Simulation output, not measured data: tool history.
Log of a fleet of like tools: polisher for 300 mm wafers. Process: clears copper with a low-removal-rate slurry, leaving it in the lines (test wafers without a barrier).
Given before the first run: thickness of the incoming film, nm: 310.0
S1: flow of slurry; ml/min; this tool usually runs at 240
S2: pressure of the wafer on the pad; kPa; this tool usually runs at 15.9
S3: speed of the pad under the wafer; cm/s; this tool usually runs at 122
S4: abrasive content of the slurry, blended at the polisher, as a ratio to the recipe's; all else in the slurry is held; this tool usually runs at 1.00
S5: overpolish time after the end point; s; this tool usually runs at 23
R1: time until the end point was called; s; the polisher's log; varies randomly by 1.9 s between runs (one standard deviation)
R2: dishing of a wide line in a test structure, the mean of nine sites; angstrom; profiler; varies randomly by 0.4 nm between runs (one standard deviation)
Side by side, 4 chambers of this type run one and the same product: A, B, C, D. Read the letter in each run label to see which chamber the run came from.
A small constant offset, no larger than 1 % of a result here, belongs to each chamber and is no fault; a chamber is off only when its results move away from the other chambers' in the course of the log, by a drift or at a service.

| run | day | S1 | S2 | S3 | S4 | S5 | R1 | R2 |
|---|---|---|---|---|---|---|---|---|
|  | 0.096 | chamber C: slurry blender recalibrated |
| 1C | 0.475 | 240 | 15.9 | 122 | 1.00 | 23 | 116.76 | 379.38 |
|  | 0.583 | chamber A: slurry blender recalibrated |
|  | 0.729 | chamber B: worn pad replaced by a new one |
| 2D | 0.796 | 240 | 15.9 | 122 | 1.00 | 23 | 121.16 | 380.60 |
| 3A | 1.117 | 240 | 15.9 | 122 | 1.00 | 23 | 122.89 | 384.98 |
|  | 1.208 | chamber C: worn pad replaced by a new one |
| 4B | 1.338 | 240 | 15.9 | 122 | 1.00 | 23 | 125.03 | 375.41 |
| 5C | 1.733 | 240 | 15.9 | 122 | 1.00 | 23 | 119.54 | 377.30 |
|  | 2.017 | chamber A: worn pad replaced by a new one |
| 6A | 2.121 | 240 | 15.9 | 122 | 1.00 | 23 | 123.31 | 380.04 |
| 7B | 2.458 | 240 | 15.9 | 122 | 1.00 | 23 | 125.52 | 375.52 |
| 8D | 2.708 | 240 | 15.9 | 122 | 1.00 | 23 | 121.65 | 380.99 |
| 9B | 3.125 | 240 | 15.9 | 122 | 1.00 | 23 | 122.45 | 370.31 |
| 10A | 3.538 | 240 | 15.9 | 122 | 1.00 | 23 | 122.88 | 384.30 |
| 11C | 3.792 | 240 | 15.9 | 122 | 1.00 | 23 | 119.65 | 374.52 |
| 12D | 4.100 | 240 | 15.9 | 122 | 1.00 | 23 | 125.55 | 378.93 |
|  | 4.121 | chamber A: slurry nozzle cleaned |
| 13C | 4.429 | 240 | 15.9 | 122 | 1.00 | 23 | 120.84 | 374.26 |
| 14B | 4.692 | 240 | 15.9 | 122 | 1.00 | 23 | 121.41 | 380.74 |
| 15A | 5.046 | 240 | 15.9 | 122 | 1.00 | 23 | 124.06 | 376.79 |
| 16D | 5.396 | 240 | 15.9 | 122 | 1.00 | 23 | 122.80 | 377.21 |
|  | 5.696 | chamber D: worn pad replaced by a new one |
| 17C | 5.867 | 240 | 15.9 | 122 | 1.00 | 23 | 118.75 | 386.37 |
| 18B | 6.142 | 240 | 15.9 | 122 | 0.85 | 23 | 127.90 | 363.47 |
| 19A | 6.496 | 240 | 15.9 | 122 | 0.85 | 23 | 127.70 | 365.73 |
|  | 6.696 | chamber A: worn pad replaced by a new one |
|  | 6.788 | chamber C: worn pad replaced by a new one |
| 20D | 6.808 | 240 | 15.9 | 122 | 0.85 | 23 | 128.60 | 365.82 |
|  | 7.183 | chamber C: slurry blender recalibrated |
| 21D | 7.246 | 240 | 15.9 | 122 | 0.85 | 23 | 124.22 | 366.28 |
| 22C | 7.496 | 240 | 15.9 | 122 | 1.00 | 23 | 123.72 | 381.84 |
| 23B | 7.738 | 240 | 11.7 | 122 | 1.00 | 23 | 163.99 | 289.54 |
|  | 7.758 | chamber B: worn pad replaced by a new one |
|  | 7.946 | chamber A: slurry blender recalibrated |
| 24A | 8.017 | 240 | 11.7 | 122 | 1.00 | 23 | 162.34 | 295.23 |
|  | 8.254 | chamber C: slurry nozzle cleaned |
| 25A | 8.442 | 240 | 11.7 | 122 | 1.00 | 23 | 167.47 | 290.10 |
| 26B | 8.675 | 240 | 11.7 | 122 | 1.00 | 23 | 162.94 | 287.23 |
| 27C | 9.017 | 240 | 15.9 | 122 | 1.00 | 23 | 121.40 | 383.98 |
| 28D | 9.242 | 240 | 15.9 | 122 | 1.00 | 23 | 123.99 | 381.06 |
|  | 9.429 | chamber B: slurry nozzle cleaned |
| 29C | 9.679 | 240 | 15.9 | 122 | 1.00 | 23 | 122.10 | 374.85 |
| 30D | 9.908 | 180 | 15.9 | 122 | 1.00 | 23 | 125.46 | 371.62 |
| 31A | 10.171 | 180 | 15.9 | 122 | 1.00 | 23 | 127.66 | 370.27 |
| 32B | 10.608 | 180 | 15.9 | 122 | 1.00 | 23 | 128.21 | 368.61 |
|  | 10.942 | chamber A: worn pad replaced by a new one |
| 33C | 10.946 | 180 | 15.9 | 122 | 1.00 | 23 | 125.38 | 367.32 |
| 34B | 11.238 | 240 | 15.9 | 122 | 1.00 | 23 | 121.65 | 379.09 |
| 35D | 11.629 | 240 | 15.9 | 122 | 1.00 | 23 | 123.11 | 377.55 |
|  | 11.733 | chamber D: worn pad replaced by a new one |
|  | 11.833 | chamber C: worn pad replaced by a new one |
| 36A | 12.067 | 240 | 15.9 | 122 | 1.00 | 23 | 127.51 | 377.39 |
| 37B | 12.408 | 240 | 15.9 | 122 | 1.00 | 23 | 123.76 | 376.60 |
| 38D | 12.721 | 240 | 15.9 | 122 | 1.00 | 23 | 124.67 | 372.16 |
| 39A | 12.946 | 240 | 15.9 | 92 | 1.00 | 23 | 163.31 | 303.07 |
|  | 13.258 | chamber D: slurry blender recalibrated |
| 40C | 13.408 | 240 | 15.9 | 92 | 1.00 | 23 | 161.81 | 300.77 |
| 41A | 13.646 | 240 | 15.9 | 92 | 1.00 | 23 | 161.26 | 303.32 |
|  | 13.900 | chamber B: slurry blender recalibrated |
| 42B | 14.104 | 240 | 15.9 | 92 | 1.00 | 23 | 160.21 | 296.75 |
| 43C | 14.554 | 240 | 15.9 | 122 | 1.00 | 23 | 120.37 | 380.50 |
| 44D | 15.012 | 240 | 15.9 | 122 | 1.00 | 23 | 123.49 | 378.19 |

What goes on in this fleet: one chamber off, a drifting gauge, or nothing beyond the chambers' own small offsets? Name the chamber and the cause, if any.

All chambers stay in line apart from their small fixed offsets, and the gauge does not drift.
